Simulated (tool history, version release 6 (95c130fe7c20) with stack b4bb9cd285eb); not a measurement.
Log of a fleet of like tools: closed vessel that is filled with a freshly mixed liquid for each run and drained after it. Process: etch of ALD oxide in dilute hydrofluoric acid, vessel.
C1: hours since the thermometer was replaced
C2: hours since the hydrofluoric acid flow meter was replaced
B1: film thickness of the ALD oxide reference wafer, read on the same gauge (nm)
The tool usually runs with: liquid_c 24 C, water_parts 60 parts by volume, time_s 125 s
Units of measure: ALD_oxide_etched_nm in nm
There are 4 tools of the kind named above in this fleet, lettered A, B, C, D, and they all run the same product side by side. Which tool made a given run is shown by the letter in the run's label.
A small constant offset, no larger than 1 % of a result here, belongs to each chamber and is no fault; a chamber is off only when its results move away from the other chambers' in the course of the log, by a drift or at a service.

Run 1A, hour 10.1: usual settings; C1 1210.1; C2 11.6; B1 70.018. Result: ALD_oxide_etched_nm 21.226 nm.
Run 2D, hour 20: usual settings; C1 796.4; C2 513.7; B1 69.986. Result: ALD_oxide_etched_nm 21.385 nm.
Run 3C, hour 31.8: usual settings; C1 313.2; C2 553.7; B1 70.017. Result: ALD_oxide_etched_nm 21.295 nm.
Run 4B, hour 43.7: usual settings; C1 470; C2 88.3; B1 69.972. Result: ALD_oxide_etched_nm 21.609 nm.
Run 5B, hour 53.7: usual settings; C1 480; C2 98.3; B1 69.973. Result: ALD_oxide_etched_nm 21.545 nm.
Run 6D, hour 67.3: usual settings; C1 843.7; C2 561; B1 69.96. Result: ALD_oxide_etched_nm 21.397 nm.
Run 7C, hour 81.3: usual settings; C1 362.7; C2 603.2; B1 70.02. Result: ALD_oxide_etched_nm 21.043 nm.
Run 8A, hour 97.2: usual settings; C1 1297.2; C2 98.7; B1 69.986. Result: ALD_oxide_etched_nm 21.79 nm.
Run 9C, hour 104.3: usual settings; C1 385.7; C2 626.2; B1 70.014. Result: ALD_oxide_etched_nm 21.297 nm.
Run 10A, hour 114.5: usual settings; C1 1314.5; C2 116; B1 70.045. Result: ALD_oxide_etched_nm 21.338 nm.
Run 11D, hour 126.8: usual settings; C1 903.2; C2 620.5; B1 69.981. Result: ALD_oxide_etched_nm 21.478 nm.
Run 12B, hour 137.8: usual settings; C1 564.1; C2 182.4; B1 69.976. Result: ALD_oxide_etched_nm 21.456 nm.
Run 13C, hour 149.4: usual settings; C1 430.8; C2 671.3; B1 69.975. Result: ALD_oxide_etched_nm 21.114 nm.
Run 14A, hour 161.8: usual settings; C1 1361.8; C2 163.3; B1 70.013. Result: ALD_oxide_etched_nm 21.611 nm.
Run 15D, hour 168.8: usual settings; C1 945.2; C2 662.5; B1 70.011. Result: ALD_oxide_etched_nm 21.583 nm.
Run 16B, hour 177.8: usual settings; C1 604.1; C2 222.4; B1 70.021. Result: ALD_oxide_etched_nm 21.451 nm.
Run 17D, hour 191.7: usual settings but water_parts 40 parts by volume, time_s 170 s; C1 968.1; C2 685.4; B1 69.958. Result: ALD_oxide_etched_nm 44.507 nm.
Run 18A, hour 207.9: usual settings but water_parts 40 parts by volume, time_s 170 s; C1 1407.9; C2 209.4; B1 70.014. Result: ALD_oxide_etched_nm 45.031 nm.
Run 19B, hour 220.2: usual settings but water_parts 40 parts by volume, time_s 170 s; C1 646.5; C2 264.8; B1 70.061. Result: ALD_oxide_etched_nm 44.629 nm.
Run 20C, hour 231.5: usual settings but water_parts 40 parts by volume, time_s 170 s; C1 512.9; C2 753.4; B1 69.983. Result: ALD_oxide_etched_nm 44.237 nm.
Run 21A, hour 245.8: usual settings; C1 1445.8; C2 247.3; B1 70. Result: ALD_oxide_etched_nm 21.573 nm.
Run 22D, hour 256.7: usual settings; C1 1033.1; C2 750.4; B1 69.984. Result: ALD_oxide_etched_nm 21.068 nm.
Run 23C, hour 264.3: usual settings; C1 545.7; C2 786.2; B1 70.006. Result: ALD_oxide_etched_nm 20.589 nm.
Run 24B, hour 274.8: usual settings but water_parts 80 parts by volume, time_s 95 s; C1 701.1; C2 319.4; B1 69.998. Result: ALD_oxide_etched_nm 12.018 nm.
Run 25A, hour 281.8: usual settings but water_parts 80 parts by volume, time_s 95 s; C1 1481.8; C2 283.3; B1 70.014. Result: ALD_oxide_etched_nm 12.082 nm.
Run 26C, hour 290: usual settings but water_parts 80 parts by volume, time_s 95 s; C1 571.4; C2 811.9; B1 69.997. Result: ALD_oxide_etched_nm 11.613 nm.
Run 27B, hour 301.6: usual settings but water_parts 80 parts by volume, time_s 95 s; C1 727.9; C2 346.2; B1 70.002. Result: ALD_oxide_etched_nm 12.055 nm.
Run 28D, hour 311: usual settings; C1 1087.4; C2 804.7; B1 69.978. Result: ALD_oxide_etched_nm 21.689 nm.
Run 29B, hour 318.1: usual settings but water_parts 85 parts by volume; C1 744.4; C2 362.7; B1 70.009. Result: ALD_oxide_etched_nm 14.894 nm.
Run 30C, hour 332.3: usual settings but water_parts 85 parts by volume; C1 613.7; C2 854.2; B1 69.955. Result: ALD_oxide_etched_nm 13.995 nm.
Run 31D, hour 342.9: usual settings but water_parts 85 parts by volume; C1 1119.3; C2 836.6; B1 69.985. Result: ALD_oxide_etched_nm 14.888 nm.
Run 32A, hour 354.4: usual settings but water_parts 85 parts by volume; C1 1554.4; C2 355.9; B1 70.021. Result: ALD_oxide_etched_nm 14.848 nm.
Run 33B, hour 364.3: usual settings but liquid_c 22 C, water_parts 70 parts by volume; C1 790.6; C2 408.9; B1 69.986. Result: ALD_oxide_etched_nm 16.824 nm.
Run 34A, hour 376.3: usual settings but liquid_c 22 C, water_parts 70 parts by volume; C1 1576.3; C2 377.8; B1 69.988. Result: ALD_oxide_etched_nm 16.954 nm.

Decide between three cases: one chamber stands off from its peers, the gauge reading all wafers drifts, or nothing is wrong past each chamber's small offset. Where a chamber is off, say which and what most likely put it there.

One chamber, C, drifts off from the rest bit by bit.
What lies behind it: liquid colder than its thermometer reads (K) = 0.974.
The log might look much the same if the cause were instead: hydrofluoric acid flow below the setpoint (%).

Chamber C could run next with any of the 4 candidate recipes listed below; each alters the usual settings, and their results appear as question marks. Which one brings its results back in line with what the other chambers deliver on the usual settings?
In-line tolerance around the mean of the other chambers on the usual settings: ALD_oxide_etched_nm 0.56 nm
Run 35C-1, hour 388: usual settings but liquid_c 24.5 C, time_s 135 s. Result: ALD_oxide_etched_nm ?.
Run 35C-2, hour 388: usual settings but time_s 115 s. Result: ALD_oxide_etched_nm ?.
Run 35C-3, hour 388: usual settings but time_s 130 s. Result: ALD_oxide_etched_nm ?.
Run 35C-4, hour 388: usual settings but time_s 120 s. Result: ALD_oxide_etched_nm ?.

What the other chambers average on the usual settings: ALD_oxide_etched_nm 21.516 nm
  run  ALD_oxide_etched_nm
35C-1               22.768
35C-2                   19
35C-3               21.479
35C-4               19.826
35C-3 brings the chamber back in line.
